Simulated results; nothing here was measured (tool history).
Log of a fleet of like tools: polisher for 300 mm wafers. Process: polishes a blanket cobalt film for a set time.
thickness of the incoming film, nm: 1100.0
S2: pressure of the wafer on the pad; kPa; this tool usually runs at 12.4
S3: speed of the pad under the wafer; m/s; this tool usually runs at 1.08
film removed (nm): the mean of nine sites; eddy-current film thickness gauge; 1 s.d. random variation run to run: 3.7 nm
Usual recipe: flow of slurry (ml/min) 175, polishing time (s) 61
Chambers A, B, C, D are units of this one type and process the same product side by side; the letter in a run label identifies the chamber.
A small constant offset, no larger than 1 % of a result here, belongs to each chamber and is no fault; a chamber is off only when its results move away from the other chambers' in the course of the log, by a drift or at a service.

{"run": "1D", "hour": 13.7, "flow of slurry (ml/min)": 175, "S2": 12.4, "S3": 1.08, "polishing time (s)": 61, "film removed (nm)": 338.74}
{"run": "2A", "hour": 27.0, "flow of slurry (ml/min)": 175, "S2": 12.4, "S3": 1.08, "polishing time (s)": 61, "film removed (nm)": 347.79}
{"run": "3C", "hour": 37.7, "flow of slurry (ml/min)": 175, "S2": 12.4, "S3": 1.08, "polishing time (s)": 61, "film removed (nm)": 341.05}
{"hour": 46.3, "done": "chamber D: worn pad replaced by a new one"}
{"run": "4B", "hour": 48.0, "flow of slurry (ml/min)": 175, "S2": 12.4, "S3": 1.08, "polishing time (s)": 61, "film removed (nm)": 341.52}
{"hour": 49.4, "done": "chamber B: worn pad replaced by a new one"}
{"hour": 58.5, "done": "chamber C: head pressure recalibrated"}
{"hour": 58.7, "done": "chamber C: worn pad replaced by a new one"}
{"hour": 62.0, "done": "chamber A: worn pad replaced by a new one"}
{"run": "5A", "hour": 62.3, "flow of slurry (ml/min)": 175, "S2": 12.4, "S3": 1.08, "polishing time (s)": 61, "film removed (nm)": 338.98}
{"run": "6C", "hour": 72.8, "flow of slurry (ml/min)": 175, "S2": 12.4, "S3": 1.08, "polishing time (s)": 61, "film removed (nm)": 344.54}
{"run": "7B", "hour": 87.3, "flow of slurry (ml/min)": 175, "S2": 12.4, "S3": 1.08, "polishing time (s)": 61, "film removed (nm)": 338.81}
{"run": "8D", "hour": 98.8, "flow of slurry (ml/min)": 175, "S2": 12.4, "S3": 1.08, "polishing time (s)": 61, "film removed (nm)": 343.11}
{"run": "9D", "hour": 107.0, "flow of slurry (ml/min)": 175, "S2": 12.4, "S3": 1.08, "polishing time (s)": 61, "film removed (nm)": 342.26}
{"hour": 120.7, "done": "chamber B: worn pad replaced by a new one"}
{"run": "10B", "hour": 122.7, "flow of slurry (ml/min)": 175, "S2": 12.4, "S3": 1.08, "polishing time (s)": 61, "film removed (nm)": 332.22}
{"hour": 124.4, "done": "chamber D: worn pad replaced by a new one"}
{"hour": 129.4, "done": "chamber A: head pressure recalibrated"}
{"run": "11C", "hour": 133.2, "flow of slurry (ml/min)": 175, "S2": 12.4, "S3": 1.08, "polishing time (s)": 61, "film removed (nm)": 344.06}
{"hour": 134.5, "done": "chamber B: head pressure recalibrated"}
{"run": "12A", "hour": 145.0, "flow of slurry (ml/min)": 175, "S2": 12.4, "S3": 1.08, "polishing time (s)": 61, "film removed (nm)": 314.35}
{"hour": 146.6, "done": "chamber A: worn pad replaced by a new one"}
{"run": "13A", "hour": 158.0, "flow of slurry (ml/min)": 175, "S2": 12.4, "S3": 1.08, "polishing time (s)": 61, "film removed (nm)": 310.44}
{"run": "14C", "hour": 165.1, "flow of slurry (ml/min)": 120, "S2": 13.8, "S3": 1.08, "polishing time (s)": 61, "film removed (nm)": 355.39}
{"hour": 171.8, "done": "chamber C: worn pad replaced by a new one"}
{"run": "15D", "hour": 180.6, "flow of slurry (ml/min)": 120, "S2": 13.8, "S3": 1.08, "polishing time (s)": 61, "film removed (nm)": 357.63}
{"hour": 188.1, "done": "chamber B: worn pad replaced by a new one"}
{"run": "16B", "hour": 191.8, "flow of slurry (ml/min)": 120, "S2": 13.8, "S3": 1.08, "polishing time (s)": 61, "film removed (nm)": 348.43}
{"hour": 193.0, "done": "chamber B: slurry nozzle cleaned"}
{"hour": 199.4, "done": "chamber D: worn pad replaced by a new one"}
{"run": "17D", "hour": 205.6, "flow of slurry (ml/min)": 120, "S2": 13.8, "S3": 1.08, "polishing time (s)": 61, "film removed (nm)": 357.5}
{"run": "18B", "hour": 214.1, "flow of slurry (ml/min)": 175, "S2": 12.4, "S3": 1.08, "polishing time (s)": 61, "film removed (nm)": 337.41}
{"hour": 214.5, "done": "chamber A: worn pad replaced by a new one"}
{"run": "19A", "hour": 226.1, "flow of slurry (ml/min)": 175, "S2": 12.4, "S3": 1.08, "polishing time (s)": 61, "film removed (nm)": 314.74}
{"run": "20C", "hour": 235.3, "flow of slurry (ml/min)": 175, "S2": 12.4, "S3": 1.08, "polishing time (s)": 61, "film removed (nm)": 339.85}
{"run": "21A", "hour": 249.6, "flow of slurry (ml/min)": 175, "S2": 12.4, "S3": 0.94, "polishing time (s)": 42, "film removed (nm)": 188.72}
{"hour": 251.1, "done": "chamber B: worn pad replaced by a new one"}
{"hour": 251.9, "done": "chamber C: slurry nozzle cleaned"}
{"run": "22C", "hour": 264.2, "flow of slurry (ml/min)": 175, "S2": 12.4, "S3": 0.94, "polishing time (s)": 42, "film removed (nm)": 204.69}
{"hour": 271.5, "done": "chamber D: worn pad replaced by a new one"}
{"run": "23B", "hour": 279.3, "flow of slurry (ml/min)": 175, "S2": 12.4, "S3": 0.94, "polishing time (s)": 42, "film removed (nm)": 203.63}
{"run": "24D", "hour": 288.2, "flow of slurry (ml/min)": 175, "S2": 12.4, "S3": 0.94, "polishing time (s)": 42, "film removed (nm)": 204.56}
{"hour": 291.7, "done": "chamber A: worn pad replaced by a new one"}
{"hour": 300.0, "done": "chamber C: worn pad replaced by a new one"}
{"run": "25A", "hour": 303.6, "flow of slurry (ml/min)": 175, "S2": 12.4, "S3": 1.08, "polishing time (s)": 61, "film removed (nm)": 316.82}
{"run": "26B", "hour": 319.7, "flow of slurry (ml/min)": 175, "S2": 12.4, "S3": 1.08, "polishing time (s)": 61, "film removed (nm)": 340.42}
{"hour": 325.2, "done": "chamber B: worn pad replaced by a new one"}
{"run": "27D", "hour": 333.9, "flow of slurry (ml/min)": 175, "S2": 12.4, "S3": 1.08, "polishing time (s)": 61, "film removed (nm)": 342.51}
{"run": "28C", "hour": 344.4, "flow of slurry (ml/min)": 175, "S2": 12.4, "S3": 1.08, "polishing time (s)": 61, "film removed (nm)": 343.54}
{"run": "29B", "hour": 354.0, "flow of slurry (ml/min)": 175, "S2": 12.4, "S3": 1.08, "polishing time (s)": 61, "film removed (nm)": 337.42}
{"hour": 362.9, "done": "chamber A: worn pad replaced by a new one"}
{"run": "30A", "hour": 363.3, "flow of slurry (ml/min)": 175, "S2": 12.4, "S3": 1.08, "polishing time (s)": 61, "film removed (nm)": 321.98}

Is one chamber off against the others, does the gauge drift, or is nothing wrong? If a chamber is off, say which, and what the likeliest cause is.

Chamber A came out of a service off from its peers and stayed that way.
Likeliest cause: head's pressure below its setpoint, % = 8.34.

Which of the 4 candidates below, each the usual settings with something changed and its results left as question marks, puts chamber A back in line with what the other chambers give on the usual settings?
In line here means within this much of the mean the other chambers give on the usual settings: film removed (nm) 13
{"run": "31A-1", "hour": 374.9, "flow of slurry (ml/min)": 180, "S2": 12.4, "S3": 1.26, "polishing time (s)": 61, "film removed (nm)": "?"}
{"run": "31A-2", "hour": 374.9, "flow of slurry (ml/min)": 175, "S2": 12.4, "S3": 1, "polishing time (s)": 61, "film removed (nm)": "?"}
{"run": "31A-3", "hour": 374.9, "flow of slurry (ml/min)": 175, "S2": 12.4, "S3": 1.16, "polishing time (s)": 61, "film removed (nm)": "?"}
{"run": "31A-4", "hour": 374.9, "flow of slurry (ml/min)": 175, "S2": 12.4, "S3": 0.98, "polishing time (s)": 56, "film removed (nm)": "?"}

What the other chambers average on the usual settings: film removed (nm) 340.49
run=31A-1 film_removed_(nm)=365.31
run=31A-2 film_removed_(nm)=289.67
run=31A-3 film_removed_(nm)=335.27
run=31A-4 film_removed_(nm)=260.7
Change 31A-3 lands the chamber within the allowed miss of the other chambers.

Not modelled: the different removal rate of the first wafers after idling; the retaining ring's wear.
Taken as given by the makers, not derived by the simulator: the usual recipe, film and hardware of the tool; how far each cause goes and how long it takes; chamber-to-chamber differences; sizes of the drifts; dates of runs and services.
